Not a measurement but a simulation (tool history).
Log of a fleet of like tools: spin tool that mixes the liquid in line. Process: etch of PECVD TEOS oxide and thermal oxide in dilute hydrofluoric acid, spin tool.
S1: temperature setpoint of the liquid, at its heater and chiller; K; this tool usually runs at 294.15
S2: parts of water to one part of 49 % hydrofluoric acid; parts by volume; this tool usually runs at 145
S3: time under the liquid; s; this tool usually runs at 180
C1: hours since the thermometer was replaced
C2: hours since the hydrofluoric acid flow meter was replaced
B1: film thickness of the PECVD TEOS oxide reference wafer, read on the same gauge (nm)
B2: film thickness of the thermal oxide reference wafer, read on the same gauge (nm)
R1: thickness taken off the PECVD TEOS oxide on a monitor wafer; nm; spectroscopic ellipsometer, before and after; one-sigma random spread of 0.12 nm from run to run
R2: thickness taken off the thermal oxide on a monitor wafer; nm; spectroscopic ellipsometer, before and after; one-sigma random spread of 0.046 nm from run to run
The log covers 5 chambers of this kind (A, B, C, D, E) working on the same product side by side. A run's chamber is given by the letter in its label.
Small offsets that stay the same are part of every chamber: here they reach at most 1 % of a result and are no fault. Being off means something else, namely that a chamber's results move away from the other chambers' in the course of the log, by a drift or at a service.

run 1D hour=11.4 | S1=294.15 S2=145 S3=180 | C1=414.9 C2=641.8 | B1=149.99 B2=50.025 | R1=18.218 R2=4.8241
run 2E hour=21.5 | S1=294.15 S2=145 S3=180 | C1=268.6 C2=107.6 | B1=150.01 B2=49.974 | R1=17.957 R2=4.8208
run 3A hour=32.9 | S1=294.15 S2=145 S3=180 | C1=1421.3 C2=534.9 | B1=149.97 B2=50.016 | R1=18.008 R2=4.8702
run 4C hour=45 | S1=294.15 S2=145 S3=180 | C1=2596 C2=156.3 | B1=150.01 B2=50.029 | R1=18.237 R2=4.9625
run 5B hour=56.4 | S1=294.15 S2=145 S3=180 | C1=1178.9 C2=331.9 | B1=150 B2=50.015 | R1=17.962 R2=4.9224
run 6B hour=63.5 | S1=292.15 S2=210 S3=180 | C1=1186 C2=339 | B1=150.03 B2=50.003 | R1=10.744 R2=2.9859
run 7A hour=78.9 | S1=292.15 S2=210 S3=180 | C1=1467.3 C2=580.9 | B1=150.05 B2=49.997 | R1=10.954 R2=2.9299
run 8E hour=86.2 | S1=292.15 S2=210 S3=180 | C1=333.3 C2=172.3 | B1=150.03 B2=50 | R1=10.597 R2=2.8973
run 9C hour=100.6 | S1=292.15 S2=210 S3=180 | C1=2651.6 C2=211.9 | B1=149.96 B2=49.982 | R1=10.955 R2=2.9348
run 10D hour=111.1 | S1=292.15 S2=210 S3=180 | C1=514.6 C2=741.5 | B1=149.97 B2=49.991 | R1=10.735 R2=2.8662
run 11C hour=125.5 | S1=292.15 S2=145 S3=85 | C1=2676.5 C2=236.8 | B1=149.97 B2=49.998 | R1=7.9274 R2=2.1724
-- hour=129.4 chamber C: thermometer replaced
run 12B hour=138.6 | S1=292.15 S2=145 S3=85 | C1=1261.1 C2=414.1 | B1=150 B2=50.016 | R1=7.7776 R2=2.1334
run 13A hour=149.5 | S1=292.15 S2=145 S3=85 | C1=1537.9 C2=651.5 | B1=149.96 B2=49.996 | R1=7.7916 R2=2.1236
run 14E hour=157.4 | S1=292.15 S2=145 S3=85 | C1=404.5 C2=243.5 | B1=149.97 B2=50.015 | R1=7.8616 R2=2.1293
run 15D hour=164.9 | S1=292.15 S2=145 S3=85 | C1=568.4 C2=795.3 | B1=150.02 B2=50.011 | R1=7.9202 R2=2.1845
run 16B hour=172.7 | S1=294.15 S2=145 S3=180 | C1=1295.2 C2=448.2 | B1=149.97 B2=49.977 | R1=17.892 R2=4.9227
run 17A hour=187.2 | S1=294.15 S2=145 S3=180 | C1=1575.6 C2=689.2 | B1=150 B2=49.989 | R1=17.799 R2=4.8836
run 18E hour=198.3 | S1=294.15 S2=145 S3=180 | C1=445.4 C2=284.4 | B1=149.99 B2=50.02 | R1=17.963 R2=4.9265
run 19C hour=209.1 | S1=294.15 S2=145 S3=180 | C1=79.8 C2=320.4 | B1=149.98 B2=50.003 | R1=18.222 R2=4.8683
-- hour=217.5 chamber B: hydrofluoric acid flow meter replaced
run 20D hour=220.1 | S1=292.15 S2=200 S3=180 | C1=623.6 C2=850.5 | B1=149.95 B2=50.021 | R1=11.587 R2=3.0923
run 21D hour=229.8 | S1=292.15 S2=200 S3=180 | C1=633.3 C2=860.2 | B1=150.05 B2=50.017 | R1=11.464 R2=3.0797
run 22C hour=242.9 | S1=292.15 S2=200 S3=180 | C1=113.6 C2=354.2 | B1=149.99 B2=49.983 | R1=11.542 R2=3.1312
run 23B hour=252.7 | S1=292.15 S2=200 S3=180 | C1=1375.2 C2=35.3 | B1=149.98 B2=50.002 | R1=11.332 R2=3.0896
run 24E hour=264.8 | S1=292.15 S2=200 S3=180 | C1=511.9 C2=350.9 | B1=149.98 B2=50.015 | R1=11.334 R2=3.1101
run 25A hour=274.7 | S1=294.15 S2=145 S3=180 | C1=1663.1 C2=776.7 | B1=150.01 B2=49.999 | R1=17.409 R2=4.7815
run 26C hour=281.7 | S1=294.15 S2=145 S3=180 | C1=152.4 C2=393 | B1=150.01 B2=49.98 | R1=18.106 R2=5.0224
run 27D hour=288.4 | S1=294.15 S2=145 S3=180 | C1=691.9 C2=918.8 | B1=149.99 B2=49.976 | R1=18.365 R2=4.9722
run 28E hour=302 | S1=294.15 S2=145 S3=180 | C1=549.1 C2=388.1 | B1=149.97 B2=50.006 | R1=17.803 R2=4.8199
run 29B hour=313.4 | S1=294.15 S2=145 S3=180 | C1=1435.9 C2=96 | B1=150.03 B2=49.989 | R1=17.973 R2=4.9125
run 30A hour=325 | S1=294.15 S2=145 S3=180 | C1=1713.4 C2=827 | B1=150.02 B2=50.013 | R1=17.031 R2=4.7907
run 31C hour=335.5 | S1=294.15 S2=145 S3=180 | C1=206.2 C2=446.8 | B1=149.99 B2=50.022 | R1=18.227 R2=4.9492
run 32A hour=344.6 | S1=294.15 S2=145 S3=180 | C1=1733 C2=846.6 | B1=149.99 B2=50.036 | R1=17.083 R2=4.7155
run 33D hour=357 | S1=294.15 S2=145 S3=180 | C1=760.5 C2=987.4 | B1=150.02 B2=49.99 | R1=18.303 R2=4.8595
run 34B hour=365.5 | S1=294.15 S2=145 S3=110 | C1=1488 C2=148.1 | B1=149.99 B2=50.019 | R1=10.915 R2=3.0194
run 35E hour=372.9 | S1=294.15 S2=145 S3=110 | C1=620 C2=459 | B1=149.99 B2=50.015 | R1=11.025 R2=3.0065
run 36A hour=386.5 | S1=294.15 S2=145 S3=110 | C1=1774.9 C2=888.5 | B1=149.99 B2=50.018 | R1=10.339 R2=2.7824
run 37E hour=401.6 | S1=294.15 S2=145 S3=110 | C1=648.7 C2=487.7 | B1=150.02 B2=49.983 | R1=11.033 R2=2.9785
run 38D hour=409.2 | S1=294.15 S2=145 S3=110 | C1=812.7 C2=1039.6 | B1=150 B2=50.016 | R1=11.211 R2=3.0239
run 39B hour=418.8 | S1=294.15 S2=145 S3=180 | C1=1541.3 C2=201.4 | B1=150.01 B2=50.019 | R1=17.901 R2=4.9263
run 40C hour=428.6 | S1=294.15 S2=145 S3=180 | C1=299.3 C2=539.9 | B1=150.01 B2=50.025 | R1=18.321 R2=4.9767
run 41A hour=436.9 | S1=294.15 S2=145 S3=180 | C1=1825.3 C2=938.9 | B1=149.98 B2=50.007 | R1=17.14 R2=4.5523
run 42C hour=449.7 | S1=294.15 S2=145 S3=180 | C1=320.4 C2=561 | B1=150 B2=49.967 | R1=17.916 R2=4.9263
run 43E hour=464.1 | S1=294.15 S2=145 S3=180 | C1=711.2 C2=550.2 | B1=149.98 B2=50.037 | R1=17.968 R2=4.892

Has any chamber moved away from the others, gradually or after a service, or does the common gauge drift, or do the chambers differ only by their own small steady offsets? State the chamber and the most likely cause if one applies.

One chamber, A, drifts off from the rest bit by bit.
Cause: hydrofluoric acid flow below the setpoint (%) = 6.67.
Not necessarily distinguishable in this log from: liquid colder than its thermometer reads (K).

Here are 4 candidates for chamber A's next run, each the usual settings with a change, their results left as question marks. Which one brings its results back in line with what the others give on the usual settings?
Allowed miss from the other chambers' usual-settings mean, per result, to count as in line: R1 0.43 nm; R2 0.16 nm
run 44A-1 hour=475.3 | S1=294.15 S2=145 S3=185 | R1=? R2=?
run 44A-2 hour=475.3 | S1=294.15 S2=140 S3=185 | R1=? R2=?
run 44A-3 hour=475.3 | S1=294.15 S2=150 S3=175 | R1=? R2=?
run 44A-4 hour=475.3 | S1=294.15 S2=145 S3=175 | R1=? R2=?

Other chambers, usual settings, mean: R1 18.018 nm; R2 4.9105 nm
run=44A-1 R1=17.141 R2=4.679
run=44A-2 R1=17.854 R2=4.8735
run=44A-3 R1=15.586 R2=4.2546
run=44A-4 R1=16.214 R2=4.426
With 44A-2, the chamber falls back in line with the rest.

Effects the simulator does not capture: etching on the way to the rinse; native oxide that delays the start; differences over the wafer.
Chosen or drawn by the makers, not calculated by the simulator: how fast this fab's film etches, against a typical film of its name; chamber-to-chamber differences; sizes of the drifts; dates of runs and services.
